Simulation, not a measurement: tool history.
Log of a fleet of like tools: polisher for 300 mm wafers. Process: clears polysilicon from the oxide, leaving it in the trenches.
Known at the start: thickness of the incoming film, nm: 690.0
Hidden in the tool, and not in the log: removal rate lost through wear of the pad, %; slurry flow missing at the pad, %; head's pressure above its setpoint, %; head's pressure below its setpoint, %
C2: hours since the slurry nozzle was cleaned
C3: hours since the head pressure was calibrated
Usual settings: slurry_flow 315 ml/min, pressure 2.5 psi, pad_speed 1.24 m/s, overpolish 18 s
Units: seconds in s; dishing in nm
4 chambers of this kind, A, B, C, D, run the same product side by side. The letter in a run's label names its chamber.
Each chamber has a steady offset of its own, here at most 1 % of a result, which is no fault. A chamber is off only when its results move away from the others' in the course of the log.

run 1B hour=5.1 | slurry_flow=315 pressure=2.5 pad_speed=1.24 overpolish=18 | wafers_polished_on_this_pad=751 C2=21.5 C3=608.8 | seconds=47.214 dishing=66.421
run 2C hour=9.4 | slurry_flow=315 pressure=2.5 pad_speed=1.24 overpolish=18 | wafers_polished_on_this_pad=610 C2=253.2 C3=407.4 | seconds=47.088 dishing=68.086
run 3D hour=13.9 | slurry_flow=315 pressure=2.5 pad_speed=1.24 overpolish=18 | wafers_polished_on_this_pad=362 C2=74.4 C3=198.2 | seconds=47.302 dishing=67.644
run 4A hour=18.6 | slurry_flow=315 pressure=2.5 pad_speed=1.24 overpolish=18 | wafers_polished_on_this_pad=680 C2=545.4 C3=305.5 | seconds=48.162 dishing=68.317
run 5D hour=24.0 | slurry_flow=315 pressure=2.5 pad_speed=1.60 overpolish=18 | wafers_polished_on_this_pad=455 C2=84.5 C3=208.3 | seconds=36.200 dishing=68.392
-- hour=26.3 chamber C: worn pad replaced by a new one
-- hour=27.2 chamber B: worn pad replaced by a new one
run 6A hour=29.9 | slurry_flow=315 pressure=2.5 pad_speed=1.60 overpolish=18 | wafers_polished_on_this_pad=784 C2=556.7 C3=316.8 | seconds=36.104 dishing=69.100
run 7B hour=33.4 | slurry_flow=315 pressure=2.5 pad_speed=1.60 overpolish=18 | wafers_polished_on_this_pad=57 C2=49.8 C3=637.1 | seconds=36.646 dishing=70.418
run 8C hour=40.8 | slurry_flow=315 pressure=2.5 pad_speed=1.60 overpolish=18 | wafers_polished_on_this_pad=133 C2=284.6 C3=438.8 | seconds=37.460 dishing=69.476
run 9A hour=48.1 | slurry_flow=315 pressure=2.5 pad_speed=1.24 overpolish=18 | wafers_polished_on_this_pad=951 C2=574.9 C3=335.0 | seconds=47.272 dishing=68.544
run 10B hour=52.3 | slurry_flow=315 pressure=2.5 pad_speed=1.24 overpolish=18 | wafers_polished_on_this_pad=230 C2=68.7 C3=656.0 | seconds=47.798 dishing=67.563
run 11D hour=57.2 | slurry_flow=315 pressure=2.5 pad_speed=1.24 overpolish=18 | wafers_polished_on_this_pad=760 C2=117.7 C3=241.5 | seconds=47.846 dishing=68.031
-- hour=60.0 chamber D: worn pad replaced by a new one
run 12C hour=63.9 | slurry_flow=315 pressure=2.5 pad_speed=1.24 overpolish=18 | wafers_polished_on_this_pad=345 C2=307.7 C3=461.9 | seconds=48.305 dishing=69.639
run 13C hour=70.5 | slurry_flow=315 pressure=2.5 pad_speed=1.24 overpolish=13 | wafers_polished_on_this_pad=405 C2=314.3 C3=468.5 | seconds=47.699 dishing=64.268
run 14D hour=75.9 | slurry_flow=315 pressure=2.5 pad_speed=1.24 overpolish=13 | wafers_polished_on_this_pad=146 C2=136.4 C3=260.2 | seconds=47.074 dishing=63.665
-- hour=78.2 chamber B: head pressure recalibrated
run 15B hour=82.0 | slurry_flow=315 pressure=2.5 pad_speed=1.24 overpolish=13 | wafers_polished_on_this_pad=503 C2=98.4 C3=3.8 | seconds=52.225 dishing=64.455
run 16A hour=85.7 | slurry_flow=315 pressure=2.5 pad_speed=1.24 overpolish=13 | wafers_polished_on_this_pad=1296 C2=612.5 C3=372.6 | seconds=46.799 dishing=65.468
run 17D hour=91.7 | slurry_flow=315 pressure=2.5 pad_speed=1.24 overpolish=18 | wafers_polished_on_this_pad=291 C2=152.2 C3=276.0 | seconds=46.748 dishing=67.605
run 18B hour=96.3 | slurry_flow=315 pressure=2.5 pad_speed=1.24 overpolish=18 | wafers_polished_on_this_pad=634 C2=112.7 C3=18.1 | seconds=51.265 dishing=67.891
run 19A hour=101.2 | slurry_flow=315 pressure=2.5 pad_speed=1.54 overpolish=29 | wafers_polished_on_this_pad=1438 C2=628.0 C3=388.1 | seconds=38.463 dishing=70.395
-- hour=106.8 chamber B: worn pad replaced by a new one
-- hour=106.8 chamber A: worn pad replaced by a new one
run 20C hour=107.6 | slurry_flow=315 pressure=2.5 pad_speed=1.54 overpolish=29 | wafers_polished_on_this_pad=746 C2=351.4 C3=505.6 | seconds=38.377 dishing=70.400
run 21B hour=112.6 | slurry_flow=315 pressure=2.5 pad_speed=1.54 overpolish=29 | wafers_polished_on_this_pad=53 C2=129.0 C3=34.4 | seconds=42.032 dishing=69.579
run 22D hour=116.6 | slurry_flow=315 pressure=2.5 pad_speed=1.54 overpolish=29 | wafers_polished_on_this_pad=519 C2=177.1 C3=300.9 | seconds=38.418 dishing=70.430
run 23C hour=120.9 | slurry_flow=315 pressure=2.5 pad_speed=1.24 overpolish=18 | wafers_polished_on_this_pad=868 C2=364.7 C3=518.9 | seconds=47.795 dishing=69.607
run 24A hour=125.9 | slurry_flow=315 pressure=2.5 pad_speed=1.24 overpolish=18 | wafers_polished_on_this_pad=176 C2=652.7 C3=412.8 | seconds=47.792 dishing=68.608
-- hour=127.2 chamber C: worn pad replaced by a new one
-- hour=127.4 chamber A: slurry nozzle cleaned
run 25A hour=131.5 | slurry_flow=315 pressure=2.5 pad_speed=1.24 overpolish=18 | wafers_polished_on_this_pad=227 C2=4.1 C3=418.4 | seconds=48.299 dishing=68.174
run 26C hour=138.4 | slurry_flow=315 pressure=2.5 pad_speed=1.24 overpolish=18 | wafers_polished_on_this_pad=103 C2=382.2 C3=536.4 | seconds=48.968 dishing=69.086
run 27D hour=143.2 | slurry_flow=315 pressure=2.5 pad_speed=1.24 overpolish=18 | wafers_polished_on_this_pad=763 C2=203.7 C3=327.5 | seconds=47.182 dishing=67.298
-- hour=145.5 chamber D: worn pad replaced by a new one
run 28B hour=150.0 | slurry_flow=315 pressure=2.5 pad_speed=0.82 overpolish=18 | wafers_polished_on_this_pad=396 C2=166.4 C3=71.8 | seconds=79.942 dishing=61.791
run 29D hour=155.2 | slurry_flow=315 pressure=2.5 pad_speed=0.82 overpolish=18 | wafers_polished_on_this_pad=89 C2=215.7 C3=339.5 | seconds=69.699 dishing=65.296
run 30A hour=161.1 | slurry_flow=315 pressure=2.5 pad_speed=0.82 overpolish=18 | wafers_polished_on_this_pad=499 C2=33.7 C3=448.0 | seconds=72.428 dishing=63.616
run 31B hour=167.6 | slurry_flow=315 pressure=2.5 pad_speed=0.82 overpolish=18 | wafers_polished_on_this_pad=558 C2=184.0 C3=89.4 | seconds=80.022 dishing=62.506
run 32C hour=174.4 | slurry_flow=315 pressure=2.5 pad_speed=1.24 overpolish=18 | wafers_polished_on_this_pad=433 C2=418.2 C3=572.4 | seconds=47.842 dishing=69.355
run 33D hour=178.4 | slurry_flow=315 pressure=2.5 pad_speed=1.24 overpolish=18 | wafers_polished_on_this_pad=302 C2=238.9 C3=362.7 | seconds=47.308 dishing=68.223
run 34B hour=182.2 | slurry_flow=410 pressure=1.6 pad_speed=1.24 overpolish=18 | wafers_polished_on_this_pad=692 C2=198.6 C3=104.0 | seconds=79.236 dishing=61.662
run 35C hour=188.8 | slurry_flow=410 pressure=1.6 pad_speed=1.24 overpolish=18 | wafers_polished_on_this_pad=566 C2=432.6 C3=586.8 | seconds=71.865 dishing=63.754

All 4 chambers run these settings next. Forecast each chamber's results:
run 36A hour=194.2 | slurry_flow=315 pressure=2.5 pad_speed=1.24 overpolish=18 | seconds=? dishing=?
run 36B hour=194.2 | slurry_flow=315 pressure=2.5 pad_speed=1.24 overpolish=18 | seconds=? dishing=?
run 36C hour=194.2 | slurry_flow=315 pressure=2.5 pad_speed=1.24 overpolish=18 | seconds=? dishing=?
run 36D hour=194.2 | slurry_flow=315 pressure=2.5 pad_speed=1.24 overpolish=18 | seconds=? dishing=?

run=36A seconds=47.495 dishing=69.650
run=36B seconds=53.185 dishing=67.462
run=36C seconds=48.347 dishing=67.760
run=36D seconds=46.701 dishing=68.409

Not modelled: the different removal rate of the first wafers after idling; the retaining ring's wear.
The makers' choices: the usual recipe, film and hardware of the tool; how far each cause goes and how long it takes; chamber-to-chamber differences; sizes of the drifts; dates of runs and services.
